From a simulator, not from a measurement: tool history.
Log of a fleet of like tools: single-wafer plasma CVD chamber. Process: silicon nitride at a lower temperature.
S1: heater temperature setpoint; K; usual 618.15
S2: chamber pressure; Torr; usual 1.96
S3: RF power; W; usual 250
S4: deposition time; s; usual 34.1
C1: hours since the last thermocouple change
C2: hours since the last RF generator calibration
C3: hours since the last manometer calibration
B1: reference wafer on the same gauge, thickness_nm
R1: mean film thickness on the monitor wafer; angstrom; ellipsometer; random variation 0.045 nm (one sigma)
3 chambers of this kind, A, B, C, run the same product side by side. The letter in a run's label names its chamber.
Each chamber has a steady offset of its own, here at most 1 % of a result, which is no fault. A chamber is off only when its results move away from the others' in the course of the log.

run   hour      S1    S2   S3    S4     C1      C2      C3      B1      R1
 1A    3.1  618.15  1.96  250  34.1  237.7   326.3  1271.5  36.412  376.61
 2B    6.7  618.15  1.96  250  34.1  872.1   330.8    17.2  36.414  375.98
 3C   11.9  618.15  1.96  250  34.1  576.7   914.7   287.4  36.420  376.52
 4B   15.9  618.15  1.96  250  34.1  881.3   340.0    26.4  36.434  374.97
 5C   20.0  618.15  1.96  250  34.1  584.8   922.8   295.5  36.428  375.56
 6A   24.4  618.15  1.96  250  34.1  259.0   347.6  1292.8  36.435  375.04
 7B   31.0  618.15  1.96  250  34.1  896.4   355.1    41.5  36.436  376.40
 8C   35.4  618.15  1.96  250  34.1  600.2   938.2   310.9  36.439  377.31
 9A   39.1  618.15  1.96  275  34.1  273.7   362.3  1307.5  36.461  401.51
10B   45.8  618.15  1.96  275  34.1  911.2   369.9    56.3  36.473  403.00
11C   50.6  618.15  1.96  275  34.1  615.4   953.4   326.1  36.478  403.77
12A   53.5  618.15  1.96  250  34.1  288.1   376.7  1321.9  36.480  376.05
13C   58.1  618.15  1.96  250  34.1  622.9   960.9   333.6  36.493  377.52
14B   61.8  618.15  1.96  250  34.1  927.2   385.9    72.3  36.493  375.40
15A   65.9  618.15  1.96  250  34.1  300.5   389.1  1334.3  36.503  376.31
16A   70.2  618.15  1.76  250  34.1  304.8   393.4  1338.6  36.503  365.13
17B   75.5  618.15  1.76  250  34.1  940.9   399.6    86.0  36.518  366.04
18C   79.0  618.15  1.76  250  34.1  643.8   981.8   354.5  36.523  366.67
19B   84.5  618.15  1.96  250  34.1  949.9   408.6    95.0  36.529  377.32
20C   90.8  618.15  1.96  250  34.1  655.6   993.6   366.3  36.542  378.30
21A   97.0  633.15  1.96  290  34.1  331.6   420.2  1365.4  36.545  415.99
22C  100.8  633.15  1.96  290  34.1  665.6  1003.6   376.3  36.553  417.15
23B  107.4  633.15  1.96  290  34.1  972.8   431.5   117.9  36.561  416.72
24A  111.5  618.15  1.96  250  34.1  346.1   434.7  1379.9  36.559  378.13
25C  116.1  618.15  1.96  250  34.1  680.9  1018.9   391.6  36.573  377.99

What goes on in this fleet: one chamber off, a drifting gauge, or nothing beyond the chambers' own small offsets? Name the chamber and the cause, if any.

The gauge drifts, so all chambers seem to drift together. No chamber is off.
Cause: gauge reads high (%) = 0.502.
